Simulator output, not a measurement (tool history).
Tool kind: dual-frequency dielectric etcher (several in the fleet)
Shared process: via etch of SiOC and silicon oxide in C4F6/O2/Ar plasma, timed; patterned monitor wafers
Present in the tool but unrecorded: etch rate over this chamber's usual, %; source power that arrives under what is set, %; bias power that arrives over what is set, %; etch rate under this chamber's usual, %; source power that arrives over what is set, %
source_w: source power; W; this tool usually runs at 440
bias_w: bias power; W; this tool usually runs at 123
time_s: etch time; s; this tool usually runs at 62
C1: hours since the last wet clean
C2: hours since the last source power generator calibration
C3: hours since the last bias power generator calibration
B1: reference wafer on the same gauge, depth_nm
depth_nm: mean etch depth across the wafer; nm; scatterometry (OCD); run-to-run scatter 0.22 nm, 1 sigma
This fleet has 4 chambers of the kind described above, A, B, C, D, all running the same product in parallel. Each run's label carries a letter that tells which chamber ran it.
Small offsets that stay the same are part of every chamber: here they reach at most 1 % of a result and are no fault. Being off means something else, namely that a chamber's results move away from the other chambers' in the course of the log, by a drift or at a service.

run 1B hour=7.8 | source_w=440 bias_w=123 time_s=62 | C1=65.1 C2=2032.9 C3=2071.7 | B1=72.296 | depth_nm=64.814
run 2C hour=21.5 | source_w=440 bias_w=123 time_s=62 | C1=326.9 C2=1848.8 C3=2843.1 | B1=72.296 | depth_nm=65.115
-- hour=27.9 chamber A: wet clean of the chamber
run 3D hour=34.5 | source_w=440 bias_w=123 time_s=62 | C1=148.2 C2=2464.6 C3=1689.5 | B1=72.264 | depth_nm=64.976
run 4A hour=49.4 | source_w=440 bias_w=123 time_s=62 | C1=21.6 C2=1041.9 C3=568.9 | B1=72.271 | depth_nm=65.254
run 5B hour=62.6 | source_w=440 bias_w=123 time_s=62 | C1=119.9 C2=2087.7 C3=2126.5 | B1=72.283 | depth_nm=64.712
run 6C hour=75.1 | source_w=440 bias_w=123 time_s=62 | C1=380.5 C2=1902.4 C3=2896.7 | B1=72.279 | depth_nm=64.796
run 7A hour=82.1 | source_w=440 bias_w=123 time_s=62 | C1=54.3 C2=1074.6 C3=601.6 | B1=72.311 | depth_nm=64.837
run 8D hour=90.6 | source_w=440 bias_w=123 time_s=62 | C1=204.3 C2=2520.7 C3=1745.6 | B1=72.249 | depth_nm=65.423
run 9A hour=99.5 | source_w=440 bias_w=123 time_s=62 | C1=71.7 C2=1092 C3=619 | B1=72.368 | depth_nm=64.541
run 10C hour=106.7 | source_w=440 bias_w=123 time_s=62 | C1=412.1 C2=1934 C3=2928.3 | B1=72.307 | depth_nm=64.648
run 11D hour=116.6 | source_w=400 bias_w=123 time_s=46.5 | C1=230.3 C2=2546.7 C3=1771.6 | B1=72.233 | depth_nm=47.272
run 12B hour=124.6 | source_w=400 bias_w=123 time_s=46.5 | C1=181.9 C2=2149.7 C3=2188.5 | B1=72.282 | depth_nm=46.782
run 13B hour=136.8 | source_w=400 bias_w=123 time_s=46.5 | C1=194.1 C2=2161.9 C3=2200.7 | B1=72.388 | depth_nm=46.82
-- hour=143.1 chamber C: source power generator calibrated
run 14C hour=146.5 | source_w=400 bias_w=123 time_s=46.5 | C1=451.9 C2=3.4 C3=2968.1 | B1=72.374 | depth_nm=46.943
-- hour=152.9 chamber B: source power generator calibrated
run 15D hour=154.3 | source_w=440 bias_w=123 time_s=62 | C1=268 C2=2584.4 C3=1809.3 | B1=72.311 | depth_nm=65.327
run 16A hour=166.4 | source_w=440 bias_w=123 time_s=62 | C1=138.6 C2=1158.9 C3=685.9 | B1=72.283 | depth_nm=64.835
run 17A hour=181.9 | source_w=440 bias_w=123 time_s=62 | C1=154.1 C2=1174.4 C3=701.4 | B1=72.32 | depth_nm=64.504
run 18C hour=195.7 | source_w=440 bias_w=123 time_s=62 | C1=501.1 C2=52.6 C3=3017.3 | B1=72.328 | depth_nm=64.975
run 19D hour=210.4 | source_w=440 bias_w=123 time_s=62 | C1=324.1 C2=2640.5 C3=1865.4 | B1=72.283 | depth_nm=65.198
run 20B hour=223 | source_w=440 bias_w=147 time_s=62 | C1=280.3 C2=70.2 C3=2286.9 | B1=72.289 | depth_nm=68.447
run 21B hour=237.5 | source_w=440 bias_w=147 time_s=62 | C1=294.8 C2=84.7 C3=2301.4 | B1=72.205 | depth_nm=68.278
-- hour=252.8 chamber C: wet clean of the chamber
run 22C hour=253.6 | source_w=440 bias_w=147 time_s=62 | C1=0.9 C2=110.5 C3=3075.2 | B1=72.31 | depth_nm=68.418
run 23A hour=264.4 | source_w=440 bias_w=147 time_s=62 | C1=236.6 C2=1256.9 C3=783.9 | B1=72.263 | depth_nm=68.304
run 24D hour=271.8 | source_w=440 bias_w=123 time_s=62 | C1=385.5 C2=2701.9 C3=1926.8 | B1=72.302 | depth_nm=64.764
run 25C hour=284 | source_w=440 bias_w=123 time_s=62 | C1=31.3 C2=140.9 C3=3105.6 | B1=72.361 | depth_nm=65.17
run 26A hour=295.4 | source_w=440 bias_w=123 time_s=62 | C1=267.6 C2=1287.9 C3=814.9 | B1=72.307 | depth_nm=64.218
run 27D hour=307.6 | source_w=440 bias_w=123 time_s=62 | C1=421.3 C2=2737.7 C3=1962.6 | B1=72.301 | depth_nm=64.992
-- hour=317.5 chamber B: wet clean of the chamber
run 28B hour=322.2 | source_w=440 bias_w=123 time_s=62 | C1=4.8 C2=169.4 C3=2386.1 | B1=72.301 | depth_nm=63.119
run 29C hour=337.7 | source_w=480 bias_w=123 time_s=76.5 | C1=85 C2=194.6 C3=3159.3 | B1=72.296 | depth_nm=82.915
-- hour=338.6 chamber D: wet clean of the chamber
run 30D hour=347.4 | source_w=480 bias_w=123 time_s=76.5 | C1=8.8 C2=2777.5 C3=2002.4 | B1=72.321 | depth_nm=83.198
run 31A hour=361.5 | source_w=480 bias_w=123 time_s=76.5 | C1=333.7 C2=1354 C3=881 | B1=72.291 | depth_nm=82.659
run 32B hour=370.4 | source_w=480 bias_w=123 time_s=76.5 | C1=53 C2=217.6 C3=2434.3 | B1=72.324 | depth_nm=80.651
run 33B hour=383.8 | source_w=440 bias_w=123 time_s=62 | C1=66.4 C2=231 C3=2447.7 | B1=72.35 | depth_nm=62.754
run 34A hour=395.4 | source_w=440 bias_w=123 time_s=62 | C1=367.6 C2=1387.9 C3=914.9 | B1=72.362 | depth_nm=65.069
run 35D hour=411.5 | source_w=440 bias_w=123 time_s=62 | C1=72.9 C2=2841.6 C3=2066.5 | B1=72.28 | depth_nm=65.48
run 36C hour=425.8 | source_w=440 bias_w=123 time_s=62 | C1=173.1 C2=282.7 C3=3247.4 | B1=72.348 | depth_nm=65.085
-- hour=437.9 chamber A: wet clean of the chamber
run 37C hour=440.4 | source_w=440 bias_w=123 time_s=62 | C1=187.7 C2=297.3 C3=3262 | B1=72.297 | depth_nm=64.881
run 38B hour=448.9 | source_w=440 bias_w=123 time_s=62 | C1=131.5 C2=296.1 C3=2512.8 | B1=72.264 | depth_nm=62.996
run 39A hour=464.7 | source_w=440 bias_w=123 time_s=62 | C1=26.9 C2=1457.2 C3=984.2 | B1=72.321 | depth_nm=65.034
run 40D hour=480.1 | source_w=440 bias_w=123 time_s=62 | C1=141.5 C2=2910.2 C3=2135.1 | B1=72.331 | depth_nm=65.249
run 41D hour=495.2 | source_w=480 bias_w=142 time_s=62 | C1=156.6 C2=2925.3 C3=2150.2 | B1=72.278 | depth_nm=70.24
run 42A hour=506.3 | source_w=480 bias_w=142 time_s=62 | C1=68.5 C2=1498.8 C3=1025.8 | B1=72.31 | depth_nm=69.769
run 43B hour=516 | source_w=480 bias_w=142 time_s=62 | C1=198.6 C2=363.2 C3=2579.9 | B1=72.289 | depth_nm=68.25
run 44C hour=523.2 | source_w=480 bias_w=142 time_s=62 | C1=270.5 C2=380.1 C3=3344.8 | B1=72.296 | depth_nm=69.894

Next, every chamber runs the same settings. What will each give?
run 45A hour=534.7 | source_w=440 bias_w=123 time_s=62 | depth_nm=?
run 45B hour=534.7 | source_w=440 bias_w=123 time_s=62 | depth_nm=?
run 45C hour=534.7 | source_w=440 bias_w=123 time_s=62 | depth_nm=?
run 45D hour=534.7 | source_w=440 bias_w=123 time_s=62 | depth_nm=?

run=45A depth_nm=64.374
run=45B depth_nm=63.269
run=45C depth_nm=65.071
run=45D depth_nm=64.992

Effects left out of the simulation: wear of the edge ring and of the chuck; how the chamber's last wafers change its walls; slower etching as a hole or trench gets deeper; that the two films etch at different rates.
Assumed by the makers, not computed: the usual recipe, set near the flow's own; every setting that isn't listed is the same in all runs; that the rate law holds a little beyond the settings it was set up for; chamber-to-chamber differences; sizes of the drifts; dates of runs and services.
